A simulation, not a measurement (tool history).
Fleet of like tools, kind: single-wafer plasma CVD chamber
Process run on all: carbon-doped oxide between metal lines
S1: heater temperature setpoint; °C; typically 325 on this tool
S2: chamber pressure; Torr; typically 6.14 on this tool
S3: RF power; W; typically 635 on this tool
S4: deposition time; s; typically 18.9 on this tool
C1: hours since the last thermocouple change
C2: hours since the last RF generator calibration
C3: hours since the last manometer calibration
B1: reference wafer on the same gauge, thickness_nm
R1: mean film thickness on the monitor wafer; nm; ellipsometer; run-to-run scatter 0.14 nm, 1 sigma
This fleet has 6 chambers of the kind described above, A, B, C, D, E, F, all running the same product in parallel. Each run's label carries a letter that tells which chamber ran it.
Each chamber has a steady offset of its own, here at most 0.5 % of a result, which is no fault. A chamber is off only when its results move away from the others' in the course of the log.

{"run": "1F", "hour": 8.0, "S1": 325, "S2": 6.14, "S3": 635, "S4": 18.9, "C1": 394.4, "C2": 1698.1, "C3": 258.0, "B1": 127.01, "R1": 125.42}
{"run": "2B", "hour": 15.7, "S1": 325, "S2": 6.14, "S3": 635, "S4": 18.9, "C1": 635.7, "C2": 461.2, "C3": 42.1, "B1": 127.04, "R1": 125.04}
{"run": "3E", "hour": 25.7, "S1": 325, "S2": 6.14, "S3": 635, "S4": 18.9, "C1": 324.1, "C2": 685.1, "C3": 424.5, "B1": 127.02, "R1": 125.4}
{"run": "4A", "hour": 35.7, "S1": 325, "S2": 6.14, "S3": 635, "S4": 18.9, "C1": 1336.9, "C2": 432.5, "C3": 1173.3, "B1": 127.03, "R1": 125.86}
{"run": "5C", "hour": 46.3, "S1": 325, "S2": 6.14, "S3": 635, "S4": 18.9, "C1": 2173.9, "C2": 1640.9, "C3": 1107.3, "B1": 127.05, "R1": 125.0}
{"run": "6D", "hour": 57.7, "S1": 325, "S2": 6.14, "S3": 635, "S4": 17.0, "C1": 2069.0, "C2": 785.9, "C3": 1667.6, "B1": 127.08, "R1": 113.33}
{"run": "7D", "hour": 71.1, "S1": 325, "S2": 6.14, "S3": 635, "S4": 17.0, "C1": 2082.4, "C2": 799.3, "C3": 1681.0, "B1": 127.07, "R1": 113.43}
{"run": "8F", "hour": 81.7, "S1": 325, "S2": 6.14, "S3": 635, "S4": 17.0, "C1": 468.1, "C2": 1771.8, "C3": 331.7, "B1": 127.07, "R1": 113.23}
{"hour": 91.4, "done": "chamber F: RF generator calibrated"}
{"run": "9E", "hour": 93.1, "S1": 325, "S2": 6.14, "S3": 635, "S4": 17.0, "C1": 391.5, "C2": 752.5, "C3": 491.9, "B1": 127.09, "R1": 113.27}
{"run": "10B", "hour": 102.9, "S1": 325, "S2": 6.14, "S3": 635, "S4": 17.0, "C1": 722.9, "C2": 548.4, "C3": 129.3, "B1": 127.09, "R1": 112.66}
{"run": "11C", "hour": 117.0, "S1": 325, "S2": 6.14, "S3": 635, "S4": 17.0, "C1": 2244.6, "C2": 1711.6, "C3": 1178.0, "B1": 127.15, "R1": 112.81}
{"run": "12A", "hour": 125.0, "S1": 325, "S2": 6.14, "S3": 635, "S4": 18.9, "C1": 1426.2, "C2": 521.8, "C3": 1262.6, "B1": 127.16, "R1": 125.95}
{"run": "13E", "hour": 135.2, "S1": 333, "S2": 6.14, "S3": 635, "S4": 16.1, "C1": 433.6, "C2": 794.6, "C3": 534.0, "B1": 127.17, "R1": 104.36}
{"run": "14D", "hour": 144.0, "S1": 333, "S2": 6.14, "S3": 635, "S4": 16.1, "C1": 2155.3, "C2": 872.2, "C3": 1753.9, "B1": 127.2, "R1": 104.43}
{"run": "15A", "hour": 155.2, "S1": 333, "S2": 6.14, "S3": 635, "S4": 16.1, "C1": 1456.4, "C2": 552.0, "C3": 1292.8, "B1": 127.22, "R1": 104.74}
{"run": "16F", "hour": 167.6, "S1": 333, "S2": 6.14, "S3": 635, "S4": 16.1, "C1": 554.0, "C2": 76.3, "C3": 417.6, "B1": 127.21, "R1": 104.42}
{"run": "17B", "hour": 179.8, "S1": 333, "S2": 6.14, "S3": 635, "S4": 16.1, "C1": 799.8, "C2": 625.3, "C3": 206.2, "B1": 127.17, "R1": 103.85}
{"run": "18C", "hour": 188.4, "S1": 333, "S2": 6.14, "S3": 635, "S4": 16.1, "C1": 2316.0, "C2": 1783.0, "C3": 1249.4, "B1": 127.26, "R1": 104.02}
{"run": "19B", "hour": 198.7, "S1": 325, "S2": 6.14, "S3": 635, "S4": 18.9, "C1": 818.7, "C2": 644.2, "C3": 225.1, "B1": 127.25, "R1": 125.05}
{"run": "20A", "hour": 206.7, "S1": 325, "S2": 6.14, "S3": 635, "S4": 18.9, "C1": 1507.9, "C2": 603.5, "C3": 1344.3, "B1": 127.27, "R1": 126.08}
{"run": "21F", "hour": 218.3, "S1": 325, "S2": 6.14, "S3": 635, "S4": 18.9, "C1": 604.7, "C2": 127.0, "C3": 468.3, "B1": 127.26, "R1": 126.1}
{"hour": 222.9, "done": "chamber A: capacitance manometer re-zeroed and calibrated"}
{"run": "22E", "hour": 226.3, "S1": 325, "S2": 6.14, "S3": 635, "S4": 18.9, "C1": 524.7, "C2": 885.7, "C3": 625.1, "B1": 127.3, "R1": 125.86}
{"hour": 228.7, "done": "chamber D: thermocouple changed; heater temperature recalibrated"}
{"run": "23C", "hour": 240.5, "S1": 325, "S2": 6.14, "S3": 635, "S4": 18.9, "C1": 2368.1, "C2": 1835.1, "C3": 1301.5, "B1": 127.34, "R1": 125.21}
{"run": "24D", "hour": 247.9, "S1": 325, "S2": 6.14, "S3": 635, "S4": 18.9, "C1": 19.2, "C2": 976.1, "C3": 1857.8, "B1": 127.36, "R1": 125.78}
{"run": "25A", "hour": 256.4, "S1": 325, "S2": 6.14, "S3": 635, "S4": 18.9, "C1": 1557.6, "C2": 653.2, "C3": 33.5, "B1": 127.32, "R1": 126.18}
{"run": "26F", "hour": 263.1, "S1": 325, "S2": 6.14, "S3": 635, "S4": 18.9, "C1": 649.5, "C2": 171.8, "C3": 513.1, "B1": 127.36, "R1": 125.77}
{"run": "27C", "hour": 276.7, "S1": 325, "S2": 6.14, "S3": 635, "S4": 18.9, "C1": 2404.3, "C2": 1871.3, "C3": 1337.7, "B1": 127.33, "R1": 125.29}
{"run": "28E", "hour": 287.4, "S1": 325, "S2": 6.14, "S3": 635, "S4": 18.9, "C1": 585.8, "C2": 946.8, "C3": 686.2, "B1": 127.36, "R1": 125.94}
{"run": "29D", "hour": 296.5, "S1": 325, "S2": 6.14, "S3": 635, "S4": 18.9, "C1": 67.8, "C2": 1024.7, "C3": 1906.4, "B1": 127.36, "R1": 125.7}
{"run": "30B", "hour": 310.3, "S1": 325, "S2": 6.14, "S3": 635, "S4": 18.9, "C1": 930.3, "C2": 755.8, "C3": 336.7, "B1": 127.35, "R1": 125.19}
{"hour": 315.3, "done": "chamber C: RF generator calibrated"}
{"run": "31B", "hour": 318.2, "S1": 325, "S2": 6.14, "S3": 635, "S4": 18.9, "C1": 938.2, "C2": 763.7, "C3": 344.6, "B1": 127.45, "R1": 125.33}
{"run": "32F", "hour": 325.7, "S1": 325, "S2": 6.14, "S3": 635, "S4": 18.9, "C1": 712.1, "C2": 234.4, "C3": 575.7, "B1": 127.41, "R1": 126.01}
{"run": "33A", "hour": 333.4, "S1": 325, "S2": 6.14, "S3": 635, "S4": 18.9, "C1": 1634.6, "C2": 730.2, "C3": 110.5, "B1": 127.47, "R1": 126.37}
{"run": "34C", "hour": 341.1, "S1": 325, "S2": 6.14, "S3": 635, "S4": 18.9, "C1": 2468.7, "C2": 25.8, "C3": 1402.1, "B1": 127.42, "R1": 125.6}
{"run": "35D", "hour": 353.9, "S1": 325, "S2": 6.14, "S3": 635, "S4": 18.9, "C1": 125.2, "C2": 1082.1, "C3": 1963.8, "B1": 127.45, "R1": 126.0}
{"run": "36E", "hour": 367.2, "S1": 325, "S2": 7.55, "S3": 635, "S4": 18.9, "C1": 665.6, "C2": 1026.6, "C3": 766.0, "B1": 127.49, "R1": 127.74}
{"run": "37C", "hour": 376.1, "S1": 325, "S2": 7.55, "S3": 635, "S4": 18.9, "C1": 2503.7, "C2": 60.8, "C3": 1437.1, "B1": 127.5, "R1": 127.74}
{"run": "38F", "hour": 388.8, "S1": 325, "S2": 7.55, "S3": 635, "S4": 18.9, "C1": 775.2, "C2": 297.5, "C3": 638.8, "B1": 127.5, "R1": 128.1}
{"run": "39B", "hour": 395.2, "S1": 325, "S2": 7.55, "S3": 635, "S4": 18.9, "C1": 1015.2, "C2": 840.7, "C3": 421.6, "B1": 127.56, "R1": 127.32}
{"run": "40A", "hour": 408.6, "S1": 325, "S2": 7.55, "S3": 635, "S4": 18.9, "C1": 1709.8, "C2": 805.4, "C3": 185.7, "B1": 127.53, "R1": 128.34}
{"run": "41E", "hour": 415.2, "S1": 325, "S2": 7.55, "S3": 635, "S4": 18.9, "C1": 713.6, "C2": 1074.6, "C3": 814.0, "B1": 127.52, "R1": 128.04}
{"run": "42D", "hour": 424.4, "S1": 325, "S2": 6.14, "S3": 635, "S4": 18.9, "C1": 195.7, "C2": 1152.6, "C3": 2034.3, "B1": 127.54, "R1": 126.19}
{"run": "43B", "hour": 434.2, "S1": 325, "S2": 6.14, "S3": 635, "S4": 18.9, "C1": 1054.2, "C2": 879.7, "C3": 460.6, "B1": 127.55, "R1": 125.59}
{"run": "44F", "hour": 440.8, "S1": 325, "S2": 6.14, "S3": 555, "S4": 18.9, "C1": 827.2, "C2": 349.5, "C3": 690.8, "B1": 127.54, "R1": 115.87}

All chambers now run identical settings, listed one chamber a line with results as question marks. What results will each chamber show?
{"run": "45A", "hour": 451.1, "S1": 325, "S2": 6.14, "S3": 635, "S4": 20.4, "R1": "?"}
{"run": "45B", "hour": 451.1, "S1": 325, "S2": 6.14, "S3": 635, "S4": 20.4, "R1": "?"}
{"run": "45C", "hour": 451.1, "S1": 325, "S2": 6.14, "S3": 635, "S4": 20.4, "R1": "?"}
{"run": "45D", "hour": 451.1, "S1": 325, "S2": 6.14, "S3": 635, "S4": 20.4, "R1": "?"}
{"run": "45E", "hour": 451.1, "S1": 325, "S2": 6.14, "S3": 635, "S4": 20.4, "R1": "?"}
{"run": "45F", "hour": 451.1, "S1": 325, "S2": 6.14, "S3": 635, "S4": 20.4, "R1": "?"}

run=45A R1=136.33
run=45B R1=135.12
run=45C R1=135.10
run=45D R1=135.94
run=45E R1=136.01
run=45F R1=135.77
